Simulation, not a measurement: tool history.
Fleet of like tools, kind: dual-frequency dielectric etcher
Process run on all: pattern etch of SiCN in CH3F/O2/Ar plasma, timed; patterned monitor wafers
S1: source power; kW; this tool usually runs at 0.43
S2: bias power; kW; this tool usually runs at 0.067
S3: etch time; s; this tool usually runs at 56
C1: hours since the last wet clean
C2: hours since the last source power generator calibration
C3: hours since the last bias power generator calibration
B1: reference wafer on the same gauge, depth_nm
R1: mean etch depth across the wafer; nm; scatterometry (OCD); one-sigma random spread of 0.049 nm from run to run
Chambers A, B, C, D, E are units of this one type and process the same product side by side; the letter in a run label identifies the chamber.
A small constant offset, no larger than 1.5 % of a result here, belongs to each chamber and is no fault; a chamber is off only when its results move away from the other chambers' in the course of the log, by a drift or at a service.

-- day=0.1 chamber C: wet clean of the chamber
run 1D day=0.196 | S1=0.43 S2=0.067 S3=56 | C1=9.1 C2=294 C3=550.9 | B1=21.787 | R1=20.943
run 2C day=0.412 | S1=0.43 S2=0.067 S3=56 | C1=7.5 C2=2880.5 C3=1485.9 | B1=21.81 | R1=21.301
run 3E day=0.588 | S1=0.43 S2=0.067 S3=56 | C1=328.2 C2=302.2 C3=961.8 | B1=21.792 | R1=21.175
run 4A day=0.767 | S1=0.43 S2=0.067 S3=56 | C1=131.2 C2=528.8 C3=3080.4 | B1=21.799 | R1=20.904
run 5B day=1.008 | S1=0.43 S2=0.067 S3=56 | C1=407.7 C2=1743 C3=834.1 | B1=21.806 | R1=21.111
run 6C day=1.233 | S1=0.43 S2=0.067 S3=56 | C1=27.2 C2=2900.2 C3=1505.6 | B1=21.799 | R1=21.359
run 7E day=1.346 | S1=0.43 S2=0.067 S3=56 | C1=346.4 C2=320.4 C3=980 | B1=21.797 | R1=21.165
run 8D day=1.471 | S1=0.43 S2=0.08 S3=70.5 | C1=39.7 C2=324.6 C3=581.5 | B1=21.798 | R1=28.028
run 9B day=1.717 | S1=0.43 S2=0.08 S3=70.5 | C1=424.7 C2=1760 C3=851.1 | B1=21.802 | R1=28.348
run 10A day=1.958 | S1=0.43 S2=0.08 S3=70.5 | C1=159.8 C2=557.4 C3=3109 | B1=21.812 | R1=27.991
run 11B day=2.133 | S1=0.43 S2=0.08 S3=70.5 | C1=434.7 C2=1770 C3=861.1 | B1=21.795 | R1=28.194
run 12A day=2.375 | S1=0.43 S2=0.08 S3=70.5 | C1=169.8 C2=567.4 C3=3119 | B1=21.795 | R1=28.045
run 13D day=2.483 | S1=0.43 S2=0.067 S3=56 | C1=64 C2=348.9 C3=605.8 | B1=21.807 | R1=21.016
run 14C day=2.675 | S1=0.43 S2=0.067 S3=56 | C1=61.8 C2=2934.8 C3=1540.2 | B1=21.796 | R1=21.353
run 15E day=2.854 | S1=0.43 S2=0.067 S3=56 | C1=382.6 C2=356.6 C3=1016.2 | B1=21.791 | R1=21.1
run 16E day=3.05 | S1=0.43 S2=0.067 S3=56 | C1=387.3 C2=361.3 C3=1020.9 | B1=21.788 | R1=21.067
run 17B day=3.288 | S1=0.5 S2=0.067 S3=56 | C1=462.4 C2=1797.7 C3=888.8 | B1=21.798 | R1=22.353
run 18C day=3.404 | S1=0.5 S2=0.067 S3=56 | C1=79.3 C2=2952.3 C3=1557.7 | B1=21.795 | R1=22.602
run 19D day=3.525 | S1=0.5 S2=0.067 S3=56 | C1=89 C2=373.9 C3=630.8 | B1=21.813 | R1=22.195
run 20A day=3.721 | S1=0.5 S2=0.067 S3=56 | C1=202.1 C2=599.7 C3=3151.3 | B1=21.811 | R1=22.228
run 21A day=3.921 | S1=0.5 S2=0.067 S3=56 | C1=206.9 C2=604.5 C3=3156.1 | B1=21.804 | R1=22.208
run 22E day=4.088 | S1=0.43 S2=0.067 S3=56 | C1=412.2 C2=386.2 C3=1045.8 | B1=21.792 | R1=21.095
run 23C day=4.242 | S1=0.43 S2=0.067 S3=56 | C1=99.4 C2=2972.4 C3=1577.8 | B1=21.799 | R1=21.36
run 24D day=4.454 | S1=0.34 S2=0.067 S3=56 | C1=111.3 C2=396.2 C3=653.1 | B1=21.806 | R1=19.174
-- day=4.517 chamber B: wet clean of the chamber
run 25B day=4.612 | S1=0.34 S2=0.067 S3=56 | C1=2.3 C2=1829.5 C3=920.6 | B1=21.808 | R1=18.781
run 26B day=4.812 | S1=0.34 S2=0.067 S3=56 | C1=7.1 C2=1834.3 C3=925.4 | B1=21.8 | R1=18.658
run 27A day=4.938 | S1=0.34 S2=0.067 S3=56 | C1=231.3 C2=628.9 C3=3180.5 | B1=21.79 | R1=19.037
run 28E day=5.1 | S1=0.34 S2=0.067 S3=56 | C1=436.5 C2=410.5 C3=1070.1 | B1=21.791 | R1=19.234
run 29C day=5.3 | S1=0.43 S2=0.067 S3=56 | C1=124.8 C2=2997.8 C3=1603.2 | B1=21.808 | R1=21.342
run 30D day=5.529 | S1=0.43 S2=0.067 S3=56 | C1=137.1 C2=422 C3=678.9 | B1=21.798 | R1=21.026
run 31A day=5.733 | S1=0.43 S2=0.067 S3=56 | C1=250.4 C2=648 C3=3199.6 | B1=21.798 | R1=20.926
run 32B day=5.908 | S1=0.43 S2=0.067 S3=56 | C1=33.4 C2=1860.6 C3=951.7 | B1=21.8 | R1=20.419
run 33D day=6.067 | S1=0.43 S2=0.067 S3=56 | C1=150 C2=434.9 C3=691.8 | B1=21.801 | R1=20.88
run 34E day=6.267 | S1=0.43 S2=0.067 S3=56 | C1=464.5 C2=438.5 C3=1098.1 | B1=21.806 | R1=21.146
run 35C day=6.412 | S1=0.51 S2=0.067 S3=56 | C1=151.5 C2=3024.5 C3=1629.9 | B1=21.802 | R1=22.817
run 36B day=6.521 | S1=0.51 S2=0.067 S3=56 | C1=48.1 C2=1875.3 C3=966.4 | B1=21.806 | R1=21.865
run 37E day=6.65 | S1=0.51 S2=0.067 S3=56 | C1=473.7 C2=447.7 C3=1107.3 | B1=21.806 | R1=22.407
run 38A day=6.767 | S1=0.51 S2=0.067 S3=56 | C1=275.2 C2=672.8 C3=3224.4 | B1=21.806 | R1=22.343
run 39C day=6.975 | S1=0.51 S2=0.067 S3=56 | C1=165 C2=3038 C3=1643.4 | B1=21.797 | R1=22.825
run 40D day=7.158 | S1=0.43 S2=0.067 S3=56 | C1=176.2 C2=461.1 C3=718 | B1=21.796 | R1=21.004

Decide between three cases: one chamber stands off from its peers, the gauge reading all wafers drifts, or nothing is wrong past each chamber's small offset. Where a chamber is off, say which and what most likely put it there.

The work done on chamber B during a service left it standing apart from the others.
Most likely cause: etch rate under this chamber's usual, % = 3.15.

Below are 4 candidate recipes for chamber B's next run, each the usual settings with a change, their results shown as question marks. Which of them brings B's results back in line with what the other chambers give on the usual settings?
In line here means within this much of the mean the other chambers give on the usual settings: R1 0.17 nm
run 41B-1 day=7.333 | S1=0.47 S2=0.067 S3=56 | R1=?
run 41B-2 day=7.333 | S1=0.43 S2=0.061 S3=56 | R1=?
run 41B-3 day=7.333 | S1=0.45 S2=0.067 S3=56 | R1=?
run 41B-4 day=7.333 | S1=0.41 S2=0.067 S3=56 | R1=?

Average result of the remaining chambers running the usual settings: R1 21.077 nm
run=41B-1 R1=21.14
run=41B-2 R1=19.804
run=41B-3 R1=20.795
run=41B-4 R1=20.076
41B-1 puts the chamber back in line with the other chambers.
